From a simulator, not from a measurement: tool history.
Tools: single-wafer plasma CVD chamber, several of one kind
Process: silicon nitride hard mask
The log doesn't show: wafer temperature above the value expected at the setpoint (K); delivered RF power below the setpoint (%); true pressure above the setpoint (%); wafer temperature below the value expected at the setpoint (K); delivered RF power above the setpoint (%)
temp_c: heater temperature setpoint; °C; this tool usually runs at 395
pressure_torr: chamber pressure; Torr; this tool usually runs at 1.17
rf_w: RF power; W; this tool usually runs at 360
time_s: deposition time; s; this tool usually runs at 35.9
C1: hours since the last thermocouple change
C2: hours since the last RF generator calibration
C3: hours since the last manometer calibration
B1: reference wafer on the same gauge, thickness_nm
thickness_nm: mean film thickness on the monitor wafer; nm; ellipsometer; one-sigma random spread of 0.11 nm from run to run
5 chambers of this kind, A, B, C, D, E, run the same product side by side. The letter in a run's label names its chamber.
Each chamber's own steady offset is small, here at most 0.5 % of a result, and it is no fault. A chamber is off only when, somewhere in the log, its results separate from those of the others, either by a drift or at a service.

run 1B hour=12.0 | temp_c=395 pressure_torr=1.17 rf_w=360 time_s=35.9 | C1=1115.2 C2=211.9 C3=1276.5 | B1=46.887 | thickness_nm=42.201
run 2A hour=23.9 | temp_c=395 pressure_torr=1.17 rf_w=360 time_s=35.9 | C1=697.8 C2=971.4 C3=1904.4 | B1=46.909 | thickness_nm=42.309
run 3D hour=32.8 | temp_c=395 pressure_torr=1.17 rf_w=360 time_s=35.9 | C1=200.0 C2=399.4 C3=1462.9 | B1=46.907 | thickness_nm=42.412
run 4E hour=39.3 | temp_c=395 pressure_torr=1.17 rf_w=360 time_s=35.9 | C1=982.8 C2=352.0 C3=1370.6 | B1=46.870 | thickness_nm=42.515
-- hour=42.1 chamber C: capacitance manometer re-zeroed and calibrated
run 5C hour=52.4 | temp_c=405 pressure_torr=1.17 rf_w=415 time_s=35.9 | C1=407.9 C2=320.1 C3=10.4 | B1=46.892 | thickness_nm=45.878
run 6B hour=61.8 | temp_c=405 pressure_torr=1.17 rf_w=415 time_s=35.9 | C1=1165.0 C2=261.7 C3=1326.3 | B1=46.928 | thickness_nm=45.915
run 7D hour=68.9 | temp_c=405 pressure_torr=1.17 rf_w=415 time_s=35.9 | C1=236.1 C2=435.5 C3=1499.0 | B1=46.914 | thickness_nm=46.224
run 8C hour=81.4 | temp_c=405 pressure_torr=1.17 rf_w=415 time_s=35.9 | C1=436.9 C2=349.1 C3=39.4 | B1=46.866 | thickness_nm=46.131
run 9E hour=88.8 | temp_c=405 pressure_torr=1.17 rf_w=415 time_s=35.9 | C1=1032.3 C2=401.5 C3=1420.1 | B1=46.902 | thickness_nm=46.172
run 10A hour=101.2 | temp_c=395 pressure_torr=1.17 rf_w=360 time_s=35.9 | C1=775.1 C2=1048.7 C3=1981.7 | B1=46.914 | thickness_nm=41.929
run 11B hour=111.0 | temp_c=395 pressure_torr=1.45 rf_w=360 time_s=33.5 | C1=1214.2 C2=310.9 C3=1375.5 | B1=46.883 | thickness_nm=42.080
run 12D hour=119.1 | temp_c=395 pressure_torr=1.45 rf_w=360 time_s=33.5 | C1=286.3 C2=485.7 C3=1549.2 | B1=46.886 | thickness_nm=42.226
run 13A hour=129.1 | temp_c=395 pressure_torr=1.45 rf_w=360 time_s=33.5 | C1=803.0 C2=1076.6 C3=2009.6 | B1=46.906 | thickness_nm=41.814
run 14E hour=139.2 | temp_c=395 pressure_torr=1.45 rf_w=360 time_s=33.5 | C1=1082.7 C2=451.9 C3=1470.5 | B1=46.898 | thickness_nm=42.345
-- hour=140.6 chamber A: capacitance manometer re-zeroed and calibrated
run 15C hour=151.0 | temp_c=395 pressure_torr=1.45 rf_w=360 time_s=33.5 | C1=506.5 C2=418.7 C3=109.0 | B1=46.896 | thickness_nm=42.608
-- hour=160.8 chamber B: thermocouple changed; heater temperature recalibrated
run 16B hour=163.7 | temp_c=395 pressure_torr=1.17 rf_w=360 time_s=35.9 | C1=3.0 C2=363.6 C3=1428.2 | B1=46.911 | thickness_nm=42.142
-- hour=173.1 chamber E: capacitance manometer re-zeroed and calibrated
run 17C hour=174.6 | temp_c=395 pressure_torr=1.17 rf_w=360 time_s=35.9 | C1=530.1 C2=442.3 C3=132.6 | B1=46.880 | thickness_nm=42.663
run 18D hour=183.3 | temp_c=395 pressure_torr=1.17 rf_w=360 time_s=35.9 | C1=350.5 C2=549.9 C3=1613.4 | B1=46.910 | thickness_nm=42.404
-- hour=188.6 chamber D: capacitance manometer re-zeroed and calibrated
run 19A hour=191.4 | temp_c=395 pressure_torr=1.17 rf_w=360 time_s=35.9 | C1=865.3 C2=1138.9 C3=50.9 | B1=46.873 | thickness_nm=41.551
run 20E hour=202.0 | temp_c=395 pressure_torr=1.17 rf_w=360 time_s=35.9 | C1=1145.5 C2=514.7 C3=29.0 | B1=46.917 | thickness_nm=42.405
run 21C hour=210.8 | temp_c=395 pressure_torr=1.17 rf_w=360 time_s=35.9 | C1=566.3 C2=478.5 C3=168.8 | B1=46.886 | thickness_nm=42.426
run 22D hour=219.2 | temp_c=395 pressure_torr=1.17 rf_w=360 time_s=35.9 | C1=386.4 C2=585.8 C3=30.6 | B1=46.876 | thickness_nm=42.270
run 23A hour=230.3 | temp_c=395 pressure_torr=1.17 rf_w=360 time_s=35.9 | C1=904.2 C2=1177.8 C3=89.8 | B1=46.908 | thickness_nm=41.544
run 24B hour=242.7 | temp_c=395 pressure_torr=1.17 rf_w=360 time_s=35.9 | C1=82.0 C2=442.6 C3=1507.2 | B1=46.877 | thickness_nm=42.260
run 25E hour=250.7 | temp_c=395 pressure_torr=1.17 rf_w=360 time_s=35.9 | C1=1194.2 C2=563.4 C3=77.7 | B1=46.919 | thickness_nm=42.369
run 26E hour=258.2 | temp_c=405 pressure_torr=1.17 rf_w=360 time_s=35.9 | C1=1201.7 C2=570.9 C3=85.2 | B1=46.937 | thickness_nm=42.285
run 27A hour=270.1 | temp_c=405 pressure_torr=1.17 rf_w=360 time_s=35.9 | C1=944.0 C2=1217.6 C3=129.6 | B1=46.912 | thickness_nm=41.169
run 28C hour=281.0 | temp_c=405 pressure_torr=1.17 rf_w=360 time_s=35.9 | C1=636.5 C2=548.7 C3=239.0 | B1=46.877 | thickness_nm=42.430
run 29B hour=290.8 | temp_c=405 pressure_torr=1.17 rf_w=360 time_s=35.9 | C1=130.1 C2=490.7 C3=1555.3 | B1=46.890 | thickness_nm=41.947
run 30D hour=304.7 | temp_c=405 pressure_torr=1.17 rf_w=360 time_s=35.9 | C1=471.9 C2=671.3 C3=116.1 | B1=46.905 | thickness_nm=42.250

One chamber off, gauge drift, or nothing amiss beyond the chambers' own small offsets? If it is a chamber, which one, and what is the likeliest cause?

It is chamber A that slowly wanders off from its peers.
Most likely cause: delivered RF power below the setpoint (%) = 3.84.

Which of the 4 candidates below, each the usual settings with something changed and its results left as question marks, puts chamber A back in line with what the other chambers give on the usual settings?
In-line tolerance around the mean of the other chambers on the usual settings: thickness_nm 0.390 nm
run 31A-1 hour=314.8 | temp_c=395 pressure_torr=1.16 rf_w=355 time_s=35.2 | thickness_nm=?
run 31A-2 hour=314.8 | temp_c=395 pressure_torr=1.17 rf_w=365 time_s=36.7 | thickness_nm=?
run 31A-3 hour=314.8 | temp_c=395 pressure_torr=1.22 rf_w=360 time_s=35.9 | thickness_nm=?
run 31A-4 hour=314.8 | temp_c=395 pressure_torr=1.16 rf_w=360 time_s=35.6 | thickness_nm=?

On the usual settings, the other chambers give on average: thickness_nm 42.417 nm
run=31A-1 thickness_nm=39.897
run=31A-2 thickness_nm=42.428
run=31A-3 thickness_nm=41.696
run=31A-4 thickness_nm=40.700
The right change is 31A-2: it brings the chamber back within the allowed miss of the others.
